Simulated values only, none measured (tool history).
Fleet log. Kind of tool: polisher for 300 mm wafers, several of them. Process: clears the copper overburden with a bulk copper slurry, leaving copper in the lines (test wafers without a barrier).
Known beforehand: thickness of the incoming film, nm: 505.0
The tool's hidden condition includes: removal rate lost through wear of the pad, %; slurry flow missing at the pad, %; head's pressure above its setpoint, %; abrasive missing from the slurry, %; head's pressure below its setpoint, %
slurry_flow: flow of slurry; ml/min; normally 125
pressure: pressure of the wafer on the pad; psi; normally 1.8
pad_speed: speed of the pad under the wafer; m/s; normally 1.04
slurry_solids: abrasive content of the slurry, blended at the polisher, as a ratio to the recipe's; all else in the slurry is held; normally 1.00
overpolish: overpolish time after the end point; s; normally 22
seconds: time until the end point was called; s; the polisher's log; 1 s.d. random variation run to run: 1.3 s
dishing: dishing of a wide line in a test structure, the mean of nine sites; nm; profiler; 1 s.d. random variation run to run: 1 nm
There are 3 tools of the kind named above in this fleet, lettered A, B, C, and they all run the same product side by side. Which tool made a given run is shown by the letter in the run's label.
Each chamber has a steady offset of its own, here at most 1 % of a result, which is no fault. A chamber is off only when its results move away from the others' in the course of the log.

| run | hour | slurry_flow | pressure | pad_speed | slurry_solids | overpolish | wafers polished on this pad | hours since the slurry nozzle was cleaned | hours since the head pressure was calibrated | hours since the slurry blender was calibrated | seconds | dishing |
|---|---|---|---|---|---|---|---|---|---|---|---|---|
|  | 5.6 | chamber A: slurry nozzle cleaned |
| 1B | 6.2 | 125 | 1.8 | 1.04 | 1.00 | 22 | 901 | 416.2 | 875.6 | 65.5 | 84.334 | 44.431 |
|  | 10.5 | chamber B: worn pad replaced by a new one |
| 2C | 14.9 | 125 | 1.8 | 1.04 | 1.00 | 22 | 532 | 219.9 | 761.6 | 163.9 | 84.867 | 41.094 |
| 3A | 22.6 | 125 | 1.8 | 1.04 | 1.00 | 22 | 817 | 17.0 | 426.8 | 209.9 | 85.862 | 41.944 |
| 4B | 27.8 | 125 | 1.8 | 1.04 | 1.00 | 22 | 145 | 437.8 | 897.2 | 87.1 | 86.560 | 40.639 |
| 5C | 34.2 | 125 | 1.8 | 1.04 | 1.00 | 22 | 694 | 239.2 | 780.9 | 183.2 | 86.364 | 42.833 |
|  | 39.5 | chamber C: worn pad replaced by a new one |
| 6A | 42.6 | 125 | 1.8 | 1.04 | 1.00 | 22 | 985 | 37.0 | 446.8 | 229.9 | 87.138 | 42.770 |
| 7A | 48.4 | 155 | 1.8 | 1.04 | 1.25 | 22 | 1034 | 42.8 | 452.6 | 235.7 | 79.649 | 43.911 |
| 8C | 55.0 | 155 | 1.8 | 1.04 | 1.25 | 22 | 131 | 260.0 | 801.7 | 204.0 | 77.619 | 44.165 |
| 9B | 60.3 | 155 | 1.8 | 1.04 | 1.25 | 22 | 418 | 470.3 | 929.7 | 119.6 | 80.804 | 44.678 |
|  | 63.7 | chamber B: slurry blender recalibrated |
| 10C | 67.2 | 125 | 1.8 | 1.04 | 1.00 | 22 | 233 | 272.2 | 813.9 | 216.2 | 89.205 | 42.674 |
| 11B | 74.2 | 125 | 1.8 | 1.04 | 1.00 | 22 | 535 | 484.2 | 943.6 | 10.6 | 88.015 | 43.604 |
| 12A | 82.5 | 145 | 1.8 | 1.36 | 1.00 | 22 | 1320 | 76.9 | 486.7 | 269.8 | 64.207 | 45.519 |
| 13B | 88.3 | 145 | 1.8 | 1.36 | 1.00 | 22 | 653 | 498.3 | 957.7 | 24.7 | 64.448 | 45.861 |
| 14C | 97.2 | 145 | 1.8 | 1.36 | 1.00 | 22 | 485 | 302.2 | 843.9 | 246.2 | 65.160 | 48.395 |
|  | 97.8 | chamber A: head pressure recalibrated |
|  | 102.9 | chamber A: worn pad replaced by a new one |
| 15A | 105.1 | 125 | 1.8 | 1.04 | 1.00 | 22 | 19 | 99.5 | 7.3 | 292.4 | 85.757 | 42.664 |
| 16C | 112.8 | 125 | 1.8 | 1.04 | 1.00 | 22 | 616 | 317.8 | 859.5 | 261.8 | 84.513 | 41.293 |
|  | 117.5 | chamber B: worn pad replaced by a new one |
| 17A | 119.3 | 125 | 1.8 | 1.04 | 1.00 | 22 | 138 | 113.7 | 21.5 | 306.6 | 88.783 | 44.005 |
| 18B | 124.9 | 125 | 1.8 | 1.04 | 1.00 | 22 | 62 | 534.9 | 994.3 | 61.3 | 85.585 | 42.552 |
|  | 132.3 | chamber C: worn pad replaced by a new one |
| 19C | 133.8 | 125 | 1.8 | 1.04 | 1.00 | 22 | 13 | 338.8 | 880.5 | 282.8 | 85.935 | 43.779 |
| 20B | 143.0 | 125 | 1.8 | 1.04 | 1.00 | 22 | 214 | 553.0 | 1012.4 | 79.4 | 88.328 | 43.773 |
| 21A | 151.3 | 125 | 1.8 | 1.04 | 1.00 | 22 | 407 | 145.7 | 53.5 | 338.6 | 83.541 | 41.588 |
| 22A | 156.7 | 125 | 1.8 | 1.04 | 1.00 | 22 | 452 | 151.1 | 58.9 | 344.0 | 85.024 | 43.418 |
| 23C | 163.6 | 125 | 1.8 | 1.04 | 1.00 | 22 | 263 | 368.6 | 910.3 | 312.6 | 86.675 | 44.776 |
| 24B | 172.8 | 125 | 1.8 | 1.04 | 1.00 | 22 | 464 | 582.8 | 1042.2 | 109.2 | 84.708 | 40.309 |
| 25C | 180.8 | 125 | 1.8 | 1.04 | 1.00 | 22 | 408 | 385.8 | 927.5 | 329.8 | 85.119 | 44.894 |
| 26B | 189.3 | 125 | 1.8 | 1.04 | 1.00 | 22 | 603 | 599.3 | 1058.7 | 125.7 | 86.176 | 43.084 |
|  | 195.0 | chamber A: slurry blender recalibrated |
| 27A | 195.5 | 125 | 1.8 | 1.04 | 1.00 | 22 | 778 | 189.9 | 97.7 | 0.5 | 87.873 | 43.967 |
| 28A | 200.3 | 125 | 1.8 | 1.04 | 1.00 | 22 | 818 | 194.7 | 102.5 | 5.3 | 87.005 | 43.397 |
| 29C | 204.5 | 125 | 1.8 | 1.04 | 1.00 | 22 | 607 | 409.5 | 951.2 | 353.5 | 85.200 | 45.228 |
| 30B | 210.0 | 125 | 1.8 | 1.04 | 1.00 | 22 | 777 | 620.0 | 1079.4 | 146.4 | 86.410 | 42.750 |
|  | 218.5 | chamber B: slurry blender recalibrated |
| 31A | 219.2 | 125 | 1.8 | 1.04 | 1.00 | 22 | 977 | 213.6 | 121.4 | 24.2 | 87.266 | 42.376 |
|  | 223.8 | chamber C: worn pad replaced by a new one |
| 32C | 224.5 | 125 | 1.8 | 1.04 | 1.00 | 22 | 6 | 429.5 | 971.2 | 373.5 | 85.845 | 44.578 |
|  | 227.0 | chamber B: worn pad replaced by a new one |
| 33B | 230.4 | 125 | 1.8 | 1.04 | 1.00 | 22 | 29 | 640.4 | 1099.8 | 11.9 | 83.595 | 42.231 |
| 34C | 237.0 | 125 | 1.8 | 1.04 | 0.85 | 22 | 111 | 442.0 | 983.7 | 386.0 | 89.932 | 42.160 |
|  | 238.7 | chamber C: slurry nozzle cleaned |
| 35A | 243.1 | 125 | 1.8 | 1.04 | 0.85 | 22 | 1178 | 237.5 | 145.3 | 48.1 | 89.215 | 41.930 |
| 36B | 247.7 | 125 | 1.8 | 1.04 | 0.85 | 22 | 174 | 657.7 | 1117.1 | 29.2 | 89.727 | 43.743 |
| 37B | 252.9 | 125 | 1.8 | 1.04 | 1.00 | 22 | 218 | 662.9 | 1122.3 | 34.4 | 85.044 | 44.589 |
|  | 254.3 | chamber A: worn pad replaced by a new one |
| 38C | 259.8 | 125 | 1.8 | 1.04 | 1.00 | 22 | 303 | 21.1 | 1006.5 | 408.8 | 86.081 | 42.572 |
| 39A | 265.4 | 125 | 2.0 | 1.04 | 1.25 | 22 | 94 | 259.8 | 167.6 | 70.4 | 73.564 | 44.830 |
| 40A | 274.0 | 125 | 2.0 | 1.04 | 1.25 | 22 | 166 | 268.4 | 176.2 | 79.0 | 71.523 | 46.975 |
| 41B | 279.4 | 125 | 2.0 | 1.04 | 1.25 | 22 | 440 | 689.4 | 1148.8 | 60.9 | 73.652 | 44.668 |

All chambers now run identical settings, listed one chamber a line with results as question marks. What results will each chamber show?
| 42A | 286.1 | 125 | 1.8 | 1.04 | 1.00 | 22 |  |  |  |  | ? | ? |
| 42B | 286.1 | 125 | 1.8 | 1.04 | 1.00 | 22 |  |  |  |  | ? | ? |
| 42C | 286.1 | 125 | 1.8 | 1.04 | 1.00 | 22 |  |  |  |  | ? | ? |

| run | seconds | dishing |
|---|---|---|
| 42A | 85.984 | 43.467 |
| 42B | 87.041 | 42.247 |
| 42C | 85.687 | 42.268 |

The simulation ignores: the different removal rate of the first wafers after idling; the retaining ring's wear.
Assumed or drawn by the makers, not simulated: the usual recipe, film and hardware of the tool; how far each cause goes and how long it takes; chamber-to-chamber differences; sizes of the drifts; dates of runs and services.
